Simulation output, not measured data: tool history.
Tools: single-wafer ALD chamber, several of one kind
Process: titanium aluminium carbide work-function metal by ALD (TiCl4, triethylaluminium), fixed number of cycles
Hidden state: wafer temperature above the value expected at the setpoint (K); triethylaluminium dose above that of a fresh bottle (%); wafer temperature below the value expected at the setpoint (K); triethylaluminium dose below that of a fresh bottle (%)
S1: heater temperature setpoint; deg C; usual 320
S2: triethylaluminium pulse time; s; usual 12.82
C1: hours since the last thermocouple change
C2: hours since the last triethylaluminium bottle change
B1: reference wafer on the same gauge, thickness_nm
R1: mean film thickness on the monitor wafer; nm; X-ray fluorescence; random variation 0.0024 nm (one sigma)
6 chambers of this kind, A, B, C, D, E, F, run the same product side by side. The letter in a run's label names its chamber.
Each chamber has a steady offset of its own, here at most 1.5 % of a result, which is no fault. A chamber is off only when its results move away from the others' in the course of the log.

| run | hour | S1 | S2 | C1 | C2 | B1 | R1 |
|---|---|---|---|---|---|---|---|
| 1A | 3.6 | 320 | 12.82 | 1400.2 | 207.1 | 2.3392 | 2.2344 |
| 2B | 7.5 | 320 | 12.82 | 471.1 | 430.2 | 2.3398 | 2.2511 |
| 3E | 12.2 | 320 | 12.82 | 607.6 | 1413.1 | 2.3397 | 2.2118 |
| 4C | 17.9 | 320 | 12.82 | 1684.3 | 127.5 | 2.3386 | 2.2370 |
|  | 18.3 | chamber A: thermocouple changed; heater temperature recalibrated |
| 5F | 22.2 | 320 | 12.82 | 776.7 | 332.8 | 2.3393 | 2.2249 |
| 6D | 26.2 | 314 | 12.82 | 1354.6 | 1142.5 | 2.3380 | 2.1746 |
| 7C | 31.8 | 314 | 12.82 | 1698.2 | 141.4 | 2.3381 | 2.1851 |
| 8A | 37.6 | 314 | 12.82 | 19.3 | 241.1 | 2.3378 | 2.1730 |
| 9E | 43.3 | 314 | 12.82 | 638.7 | 1444.2 | 2.3378 | 2.1631 |
| 10B | 47.9 | 314 | 12.82 | 511.5 | 470.6 | 2.3372 | 2.1913 |
| 11F | 51.2 | 314 | 12.82 | 805.7 | 361.8 | 2.3372 | 2.1677 |
| 12D | 57.5 | 320 | 12.82 | 1385.9 | 1173.8 | 2.3370 | 2.2268 |
| 13D | 61.3 | 320 | 12.82 | 1389.7 | 1177.6 | 2.3375 | 2.2286 |
| 14C | 64.7 | 332 | 15.58 | 1731.1 | 174.3 | 2.3354 | 2.3576 |
| 15B | 67.7 | 332 | 15.58 | 531.3 | 490.4 | 2.3357 | 2.3776 |
| 16E | 70.7 | 332 | 15.58 | 666.1 | 1471.6 | 2.3358 | 2.3401 |
| 17A | 76.6 | 332 | 15.58 | 58.3 | 280.1 | 2.3358 | 2.3541 |
| 18F | 81.7 | 332 | 15.58 | 836.2 | 392.3 | 2.3357 | 2.3530 |
| 19C | 88.0 | 332 | 15.58 | 1754.4 | 197.6 | 2.3356 | 2.3559 |
| 20A | 92.8 | 320 | 12.82 | 74.5 | 296.3 | 2.3352 | 2.2269 |
| 21F | 98.8 | 320 | 12.82 | 853.3 | 409.4 | 2.3348 | 2.2197 |
| 22D | 101.9 | 320 | 12.82 | 1430.3 | 1218.2 | 2.3342 | 2.2270 |
| 23B | 105.7 | 325 | 12.82 | 569.3 | 528.4 | 2.3339 | 2.2909 |
| 24E | 110.5 | 325 | 12.82 | 705.9 | 1511.4 | 2.3337 | 2.2516 |
| 25D | 113.6 | 325 | 12.82 | 1442.0 | 1229.9 | 2.3339 | 2.2699 |
| 26F | 118.2 | 325 | 12.82 | 872.7 | 428.8 | 2.3327 | 2.2660 |
| 27B | 124.6 | 325 | 12.82 | 588.2 | 547.3 | 2.3327 | 2.2889 |
| 28E | 128.5 | 325 | 12.82 | 723.9 | 1529.4 | 2.3326 | 2.2540 |
| 29C | 132.3 | 320 | 12.82 | 1798.7 | 241.9 | 2.3323 | 2.2280 |
| 30A | 136.4 | 320 | 12.82 | 118.1 | 339.9 | 2.3327 | 2.2244 |
| 31D | 139.5 | 320 | 12.82 | 1467.9 | 1255.8 | 2.3322 | 2.2246 |
| 32E | 143.6 | 320 | 12.82 | 739.0 | 1544.5 | 2.3316 | 2.2064 |
| 33F | 147.8 | 320 | 12.82 | 902.3 | 458.4 | 2.3316 | 2.2220 |
| 34B | 154.2 | 309 | 12.82 | 617.8 | 576.9 | 2.3318 | 2.1419 |
| 35A | 159.5 | 309 | 12.82 | 141.2 | 363.0 | 2.3310 | 2.1264 |
| 36C | 163.2 | 309 | 12.82 | 1829.6 | 272.8 | 2.3309 | 2.1311 |
| 37A | 166.0 | 309 | 12.82 | 147.7 | 369.5 | 2.3305 | 2.1221 |
| 38D | 171.5 | 309 | 12.82 | 1499.9 | 1287.8 | 2.3306 | 2.1221 |
| 39E | 174.4 | 309 | 12.82 | 769.8 | 1575.3 | 2.3297 | 2.1060 |
| 40F | 180.7 | 320 | 12.82 | 935.2 | 491.3 | 2.3302 | 2.2178 |
| 41B | 184.1 | 320 | 12.82 | 647.7 | 606.8 | 2.3297 | 2.2393 |

Is one chamber off against the others, does the gauge drift, or is nothing wrong? If a chamber is off, say which, and what the likeliest cause is.

The gauge drifts, so all chambers seem to drift together. No chamber is off.
Cause: gauge reads low (%) = 0.45.
